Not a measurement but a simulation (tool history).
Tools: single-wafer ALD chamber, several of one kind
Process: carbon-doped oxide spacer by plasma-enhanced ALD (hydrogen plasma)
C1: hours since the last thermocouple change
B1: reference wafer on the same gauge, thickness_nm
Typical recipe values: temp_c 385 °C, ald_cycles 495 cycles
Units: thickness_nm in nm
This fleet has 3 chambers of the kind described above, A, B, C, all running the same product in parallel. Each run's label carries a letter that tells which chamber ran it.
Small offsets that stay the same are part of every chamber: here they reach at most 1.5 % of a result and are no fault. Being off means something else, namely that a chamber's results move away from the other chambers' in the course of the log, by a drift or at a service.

{"run": "1A", "hour": 7.4, "temp_c": 385, "ald_cycles": 495, "C1": 243.0, "B1": 26.807, "thickness_nm": 24.955}
{"run": "2C", "hour": 15.0, "temp_c": 385, "ald_cycles": 495, "C1": 1385.2, "B1": 26.815, "thickness_nm": 24.665}
{"run": "3B", "hour": 22.7, "temp_c": 385, "ald_cycles": 495, "C1": 777.0, "B1": 26.817, "thickness_nm": 25.088}
{"run": "4A", "hour": 30.5, "temp_c": 385, "ald_cycles": 495, "C1": 266.1, "B1": 26.83, "thickness_nm": 24.924}
{"run": "5B", "hour": 38.3, "temp_c": 385, "ald_cycles": 495, "C1": 792.6, "B1": 26.817, "thickness_nm": 25.144}
{"run": "6C", "hour": 42.6, "temp_c": 385, "ald_cycles": 495, "C1": 1412.8, "B1": 26.82, "thickness_nm": 24.705}
{"run": "7C", "hour": 48.3, "temp_c": 377, "ald_cycles": 401, "C1": 1418.5, "B1": 26.833, "thickness_nm": 20.01}
{"run": "8A", "hour": 55.4, "temp_c": 377, "ald_cycles": 401, "C1": 291.0, "B1": 26.843, "thickness_nm": 20.222}
{"run": "9B", "hour": 60.3, "temp_c": 377, "ald_cycles": 401, "C1": 814.6, "B1": 26.843, "thickness_nm": 20.384}
{"run": "10C", "hour": 67.7, "temp_c": 390, "ald_cycles": 545, "C1": 1437.9, "B1": 26.849, "thickness_nm": 27.273}
{"run": "11B", "hour": 74.1, "temp_c": 390, "ald_cycles": 545, "C1": 828.4, "B1": 26.864, "thickness_nm": 27.698}
{"run": "12A", "hour": 80.7, "temp_c": 390, "ald_cycles": 545, "C1": 316.3, "B1": 26.858, "thickness_nm": 27.571}
{"run": "13B", "hour": 84.9, "temp_c": 385, "ald_cycles": 495, "C1": 839.2, "B1": 26.86, "thickness_nm": 25.115}
{"run": "14C", "hour": 91.0, "temp_c": 385, "ald_cycles": 495, "C1": 1461.2, "B1": 26.865, "thickness_nm": 24.758}
{"run": "15A", "hour": 98.8, "temp_c": 385, "ald_cycles": 495, "C1": 334.4, "B1": 26.86, "thickness_nm": 24.969}
{"run": "16B", "hour": 105.7, "temp_c": 385, "ald_cycles": 495, "C1": 860.0, "B1": 26.868, "thickness_nm": 25.163}
{"run": "17A", "hour": 112.1, "temp_c": 385, "ald_cycles": 495, "C1": 347.7, "B1": 26.877, "thickness_nm": 24.962}
{"run": "18C", "hour": 119.5, "temp_c": 375, "ald_cycles": 495, "C1": 1489.7, "B1": 26.879, "thickness_nm": 24.797}
{"run": "19B", "hour": 126.0, "temp_c": 375, "ald_cycles": 495, "C1": 880.3, "B1": 26.893, "thickness_nm": 25.186}
{"run": "20A", "hour": 132.9, "temp_c": 375, "ald_cycles": 495, "C1": 368.5, "B1": 26.898, "thickness_nm": 25.064}
{"run": "21C", "hour": 138.7, "temp_c": 385, "ald_cycles": 495, "C1": 1508.9, "B1": 26.906, "thickness_nm": 24.767}
{"run": "22B", "hour": 145.0, "temp_c": 378, "ald_cycles": 465, "C1": 899.3, "B1": 26.896, "thickness_nm": 23.666}
{"run": "23C", "hour": 151.8, "temp_c": 378, "ald_cycles": 465, "C1": 1522.0, "B1": 26.909, "thickness_nm": 23.255}
{"run": "24A", "hour": 155.9, "temp_c": 378, "ald_cycles": 465, "C1": 391.5, "B1": 26.914, "thickness_nm": 23.523}
{"run": "25C", "hour": 163.1, "temp_c": 385, "ald_cycles": 495, "C1": 1533.3, "B1": 26.917, "thickness_nm": 24.786}
{"run": "26A", "hour": 167.5, "temp_c": 385, "ald_cycles": 495, "C1": 403.1, "B1": 26.911, "thickness_nm": 24.984}
{"run": "27B", "hour": 174.8, "temp_c": 385, "ald_cycles": 495, "C1": 929.1, "B1": 26.923, "thickness_nm": 25.22}
{"run": "28B", "hour": 182.4, "temp_c": 394, "ald_cycles": 554, "C1": 936.7, "B1": 26.93, "thickness_nm": 28.259}
{"run": "29C", "hour": 188.3, "temp_c": 394, "ald_cycles": 554, "C1": 1558.5, "B1": 26.922, "thickness_nm": 27.816}
{"run": "30A", "hour": 196.0, "temp_c": 394, "ald_cycles": 554, "C1": 431.6, "B1": 26.936, "thickness_nm": 28.039}
{"run": "31B", "hour": 202.4, "temp_c": 385, "ald_cycles": 495, "C1": 956.7, "B1": 26.941, "thickness_nm": 25.255}
{"run": "32C", "hour": 205.9, "temp_c": 385, "ald_cycles": 495, "C1": 1576.1, "B1": 26.933, "thickness_nm": 24.827}
{"run": "33A", "hour": 210.0, "temp_c": 385, "ald_cycles": 495, "C1": 445.6, "B1": 26.951, "thickness_nm": 25.085}
{"run": "34A", "hour": 215.3, "temp_c": 385, "ald_cycles": 495, "C1": 450.9, "B1": 26.962, "thickness_nm": 25.094}
{"run": "35C", "hour": 220.6, "temp_c": 385, "ald_cycles": 495, "C1": 1590.8, "B1": 26.95, "thickness_nm": 24.833}
{"run": "36B", "hour": 227.5, "temp_c": 385, "ald_cycles": 495, "C1": 981.8, "B1": 26.965, "thickness_nm": 25.256}
{"run": "37C", "hour": 233.2, "temp_c": 385, "ald_cycles": 495, "C1": 1603.4, "B1": 26.961, "thickness_nm": 24.825}
{"run": "38A", "hour": 239.1, "temp_c": 385, "ald_cycles": 495, "C1": 474.7, "B1": 26.973, "thickness_nm": 25.143}
{"run": "39B", "hour": 246.5, "temp_c": 385, "ald_cycles": 495, "C1": 1000.8, "B1": 26.973, "thickness_nm": 25.194}

All 3 chambers run these settings next. Forecast each chamber's results:
{"run": "40A", "hour": 252.3, "temp_c": 385, "ald_cycles": 495, "thickness_nm": "?"}
{"run": "40B", "hour": 252.3, "temp_c": 385, "ald_cycles": 495, "thickness_nm": "?"}
{"run": "40C", "hour": 252.3, "temp_c": 385, "ald_cycles": 495, "thickness_nm": "?"}

run=40A thickness_nm=25.082
run=40B thickness_nm=25.245
run=40C thickness_nm=24.806

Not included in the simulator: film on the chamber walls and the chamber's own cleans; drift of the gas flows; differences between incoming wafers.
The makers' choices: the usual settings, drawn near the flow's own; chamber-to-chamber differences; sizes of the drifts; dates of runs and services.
